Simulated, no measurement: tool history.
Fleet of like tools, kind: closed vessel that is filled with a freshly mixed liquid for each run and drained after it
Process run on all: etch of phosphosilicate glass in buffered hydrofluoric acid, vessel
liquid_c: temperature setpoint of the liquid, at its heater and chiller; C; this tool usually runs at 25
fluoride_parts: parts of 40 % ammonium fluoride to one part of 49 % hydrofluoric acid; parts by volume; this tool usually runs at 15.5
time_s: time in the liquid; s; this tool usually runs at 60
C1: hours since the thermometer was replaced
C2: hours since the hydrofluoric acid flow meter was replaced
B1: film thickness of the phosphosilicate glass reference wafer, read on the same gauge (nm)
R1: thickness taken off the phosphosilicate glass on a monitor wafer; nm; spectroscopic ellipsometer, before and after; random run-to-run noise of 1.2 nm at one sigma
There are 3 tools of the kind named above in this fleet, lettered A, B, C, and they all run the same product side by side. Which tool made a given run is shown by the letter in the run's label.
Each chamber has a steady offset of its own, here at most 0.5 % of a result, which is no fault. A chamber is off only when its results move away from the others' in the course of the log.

{"run": "1A", "hour": 10.9, "liquid_c": 25, "fluoride_parts": 15.5, "time_s": 60, "C1": 913, "C2": 1688.8, "B1": 110, "R1": 206.26}
{"hour": 15.8, "done": "chamber C: hydrofluoric acid flow meter replaced"}
{"hour": 18.4, "done": "chamber B: hydrofluoric acid flow meter replaced"}
{"run": "2B", "hour": 22.1, "liquid_c": 25, "fluoride_parts": 15.5, "time_s": 60, "C1": 725.1, "C2": 3.8, "B1": 110.02, "R1": 207.47}
{"run": "3C", "hour": 36.9, "liquid_c": 25, "fluoride_parts": 15.5, "time_s": 60, "C1": 675.8, "C2": 21.1, "B1": 109.99, "R1": 204.71}
{"run": "4C", "hour": 48.6, "liquid_c": 25, "fluoride_parts": 15.5, "time_s": 60, "C1": 687.5, "C2": 32.8, "B1": 109.99, "R1": 205.31}
{"run": "5A", "hour": 62.0, "liquid_c": 21.5, "fluoride_parts": 15.5, "time_s": 35, "C1": 964.1, "C2": 1739.9, "B1": 110.01, "R1": 99.412}
{"run": "6B", "hour": 75.7, "liquid_c": 21.5, "fluoride_parts": 15.5, "time_s": 35, "C1": 778.7, "C2": 57.4, "B1": 110.03, "R1": 100.23}
{"run": "7A", "hour": 90.3, "liquid_c": 21.5, "fluoride_parts": 15.5, "time_s": 35, "C1": 992.4, "C2": 1768.2, "B1": 110.01, "R1": 99.167}
{"run": "8B", "hour": 100.1, "liquid_c": 25, "fluoride_parts": 15.5, "time_s": 60, "C1": 803.1, "C2": 81.8, "B1": 110.03, "R1": 204.06}
{"run": "9C", "hour": 107.0, "liquid_c": 25, "fluoride_parts": 15.5, "time_s": 60, "C1": 745.9, "C2": 91.2, "B1": 110, "R1": 205.97}
{"run": "10B", "hour": 115.8, "liquid_c": 25, "fluoride_parts": 15.5, "time_s": 60, "C1": 818.8, "C2": 97.5, "B1": 110, "R1": 206.14}
{"run": "11C", "hour": 124.0, "liquid_c": 25, "fluoride_parts": 15.5, "time_s": 60, "C1": 762.9, "C2": 108.2, "B1": 110.01, "R1": 205.74}
{"run": "12A", "hour": 137.5, "liquid_c": 25, "fluoride_parts": 18.5, "time_s": 60, "C1": 1039.6, "C2": 1815.4, "B1": 109.98, "R1": 174.43}
{"run": "13A", "hour": 152.2, "liquid_c": 25, "fluoride_parts": 18.5, "time_s": 60, "C1": 1054.3, "C2": 1830.1, "B1": 109.99, "R1": 172.9}
{"run": "14C", "hour": 160.0, "liquid_c": 25, "fluoride_parts": 18.5, "time_s": 60, "C1": 798.9, "C2": 144.2, "B1": 110.03, "R1": 173.52}
{"run": "15B", "hour": 172.3, "liquid_c": 25, "fluoride_parts": 15.5, "time_s": 60, "C1": 875.3, "C2": 154, "B1": 110.02, "R1": 205.65}
{"run": "16A", "hour": 182.6, "liquid_c": 25, "fluoride_parts": 15.5, "time_s": 60, "C1": 1084.7, "C2": 1860.5, "B1": 109.99, "R1": 205.08}
{"run": "17B", "hour": 189.8, "liquid_c": 25, "fluoride_parts": 15.5, "time_s": 60, "C1": 892.8, "C2": 171.5, "B1": 110.01, "R1": 207.39}
{"run": "18C", "hour": 198.8, "liquid_c": 25, "fluoride_parts": 15.5, "time_s": 60, "C1": 837.7, "C2": 183, "B1": 109.98, "R1": 207.63}
{"run": "19C", "hour": 209.1, "liquid_c": 25, "fluoride_parts": 15.5, "time_s": 60, "C1": 848, "C2": 193.3, "B1": 110.01, "R1": 206.1}
{"run": "20B", "hour": 222.7, "liquid_c": 25, "fluoride_parts": 15.5, "time_s": 60, "C1": 925.7, "C2": 204.4, "B1": 110.02, "R1": 207.5}
{"run": "21A", "hour": 234.0, "liquid_c": 25, "fluoride_parts": 15.5, "time_s": 60, "C1": 1136.1, "C2": 1911.9, "B1": 110.02, "R1": 205.9}
{"run": "22C", "hour": 245.7, "liquid_c": 25, "fluoride_parts": 15.5, "time_s": 60, "C1": 884.6, "C2": 229.9, "B1": 109.99, "R1": 204.85}
{"run": "23A", "hour": 257.7, "liquid_c": 25, "fluoride_parts": 15.5, "time_s": 60, "C1": 1159.8, "C2": 1935.6, "B1": 109.99, "R1": 209.27}
{"run": "24B", "hour": 271.1, "liquid_c": 25, "fluoride_parts": 15.5, "time_s": 60, "C1": 974.1, "C2": 252.8, "B1": 110.01, "R1": 206.89}

Is one chamber off against the others, does the gauge drift, or is nothing wrong? If a chamber is off, say which, and what the likeliest cause is.

Beyond each chamber's small constant offset nothing stands out, and the gauge stays steady.
